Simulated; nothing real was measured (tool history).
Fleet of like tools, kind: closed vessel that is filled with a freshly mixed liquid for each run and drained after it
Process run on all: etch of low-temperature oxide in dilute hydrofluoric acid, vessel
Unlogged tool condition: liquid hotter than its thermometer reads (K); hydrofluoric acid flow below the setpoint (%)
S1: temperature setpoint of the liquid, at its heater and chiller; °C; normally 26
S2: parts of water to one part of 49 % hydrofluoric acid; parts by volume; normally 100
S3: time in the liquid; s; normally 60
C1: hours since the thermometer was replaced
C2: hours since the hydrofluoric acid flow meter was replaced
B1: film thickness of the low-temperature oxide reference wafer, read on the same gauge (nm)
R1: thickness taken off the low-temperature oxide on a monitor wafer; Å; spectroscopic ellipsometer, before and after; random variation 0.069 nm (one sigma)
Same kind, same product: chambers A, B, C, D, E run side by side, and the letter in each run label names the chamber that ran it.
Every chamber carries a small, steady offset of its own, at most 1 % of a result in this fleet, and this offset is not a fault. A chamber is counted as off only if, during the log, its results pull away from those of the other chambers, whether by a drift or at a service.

run 1D hour=4.5 | S1=26 S2=100 S3=60 | C1=1060.6 C2=1341.7 | B1=110.01 | R1=107.26
run 2A hour=11.7 | S1=26 S2=100 S3=60 | C1=1249.1 C2=1805.6 | B1=109.97 | R1=109.17
run 3E hour=17.3 | S1=26 S2=100 S3=60 | C1=814.1 C2=488.1 | B1=110 | R1=108.46
run 4C hour=21.6 | S1=26 S2=100 S3=60 | C1=686.7 C2=804 | B1=109.98 | R1=107.04
run 5B hour=26.3 | S1=26 S2=100 S3=60 | C1=229.3 C2=81.4 | B1=110.01 | R1=107.95
run 6B hour=31.1 | S1=26 S2=100 S3=60 | C1=234.1 C2=86.2 | B1=109.98 | R1=107.49
run 7E hour=38.8 | S1=26 S2=100 S3=60 | C1=835.6 C2=509.6 | B1=110.03 | R1=108.55
run 8A hour=48.4 | S1=26 S2=100 S3=60 | C1=1285.8 C2=1842.3 | B1=109.96 | R1=108.67
run 9C hour=57.5 | S1=26 S2=100 S3=60 | C1=722.6 C2=839.9 | B1=110.02 | R1=107.09
run 10D hour=67.3 | S1=26 S2=75 S3=40 | C1=1123.4 C2=1404.5 | B1=109.98 | R1=98.462
run 11C hour=76.7 | S1=26 S2=75 S3=40 | C1=741.8 C2=859.1 | B1=110 | R1=97.794
run 12E hour=86.1 | S1=26 S2=75 S3=40 | C1=882.9 C2=556.9 | B1=110.01 | R1=100.97
run 13A hour=92.8 | S1=26 S2=75 S3=40 | C1=1330.2 C2=1886.7 | B1=110.03 | R1=99.514
run 14D hour=100.4 | S1=26 S2=75 S3=40 | C1=1156.5 C2=1437.6 | B1=109.98 | R1=98.065
run 15B hour=106.5 | S1=26 S2=100 S3=60 | C1=309.5 C2=161.6 | B1=110.01 | R1=108.52
run 16C hour=116.1 | S1=26 S2=100 S3=60 | C1=781.2 C2=898.5 | B1=110 | R1=107.95
run 17D hour=124.9 | S1=26 S2=100 S3=60 | C1=1181 C2=1462.1 | B1=110.01 | R1=106.59
run 18A hour=129.7 | S1=30.5 S2=100 S3=60 | C1=1367.1 C2=1923.6 | B1=109.96 | R1=128.69
run 19B hour=135.2 | S1=30.5 S2=100 S3=60 | C1=338.2 C2=190.3 | B1=110.03 | R1=127.98
run 20E hour=140 | S1=30.5 S2=100 S3=60 | C1=936.8 C2=610.8 | B1=110 | R1=128.36
run 21A hour=149.3 | S1=30.5 S2=100 S3=60 | C1=1386.7 C2=1943.2 | B1=110.03 | R1=127.73
run 22C hour=158.5 | S1=30.5 S2=100 S3=60 | C1=823.6 C2=940.9 | B1=109.99 | R1=127.8
run 23B hour=166.1 | S1=26 S2=100 S3=60 | C1=369.1 C2=221.2 | B1=110.01 | R1=106.6
run 24D hour=173.9 | S1=26 S2=100 S3=60 | C1=1230 C2=1511.1 | B1=109.98 | R1=105.31
run 25E hour=183.1 | S1=26 S2=100 S3=60 | C1=979.9 C2=653.9 | B1=109.95 | R1=107.98
run 26C hour=191.4 | S1=26 S2=100 S3=60 | C1=856.5 C2=973.8 | B1=110.04 | R1=106.68
run 27E hour=197.3 | S1=22 S2=65 S3=60 | C1=994.1 C2=668.1 | B1=109.98 | R1=148.73
run 28D hour=206.6 | S1=22 S2=65 S3=60 | C1=1262.7 C2=1543.8 | B1=109.99 | R1=142.1
run 29A hour=211.6 | S1=22 S2=65 S3=60 | C1=1449 C2=2005.5 | B1=110.04 | R1=147.58
-- hour=211.7 chamber A: thermometer replaced
run 30B hour=219.8 | S1=22 S2=65 S3=60 | C1=422.8 C2=274.9 | B1=109.95 | R1=147.6
run 31A hour=227.8 | S1=22 S2=65 S3=60 | C1=16.2 C2=2021.7 | B1=110.02 | R1=147.57
run 32C hour=234.6 | S1=26 S2=100 S3=60 | C1=899.7 C2=1017 | B1=109.99 | R1=107.09
run 33E hour=243.1 | S1=26 S2=100 S3=60 | C1=1039.9 C2=713.9 | B1=110.03 | R1=107.82
run 34D hour=247.5 | S1=26 S2=145 S3=80 | C1=1303.6 C2=1584.7 | B1=110 | R1=89.852
run 35B hour=257.2 | S1=26 S2=145 S3=80 | C1=460.2 C2=312.3 | B1=110.02 | R1=93.158
run 36C hour=264.6 | S1=26 S2=145 S3=80 | C1=929.7 C2=1047 | B1=109.98 | R1=93.239
run 37E hour=270.9 | S1=26 S2=145 S3=80 | C1=1067.7 C2=741.7 | B1=110 | R1=94.102

Next, every chamber runs the same settings. What will each give?
run 38A hour=278.2 | S1=26 S2=100 S3=60 | R1=?
run 38B hour=278.2 | S1=26 S2=100 S3=60 | R1=?
run 38C hour=278.2 | S1=26 S2=100 S3=60 | R1=?
run 38D hour=278.2 | S1=26 S2=100 S3=60 | R1=?
run 38E hour=278.2 | S1=26 S2=100 S3=60 | R1=?

run=38A R1=108.36
run=38B R1=108.94
run=38C R1=108.43
run=38D R1=102.22
run=38E R1=110.77
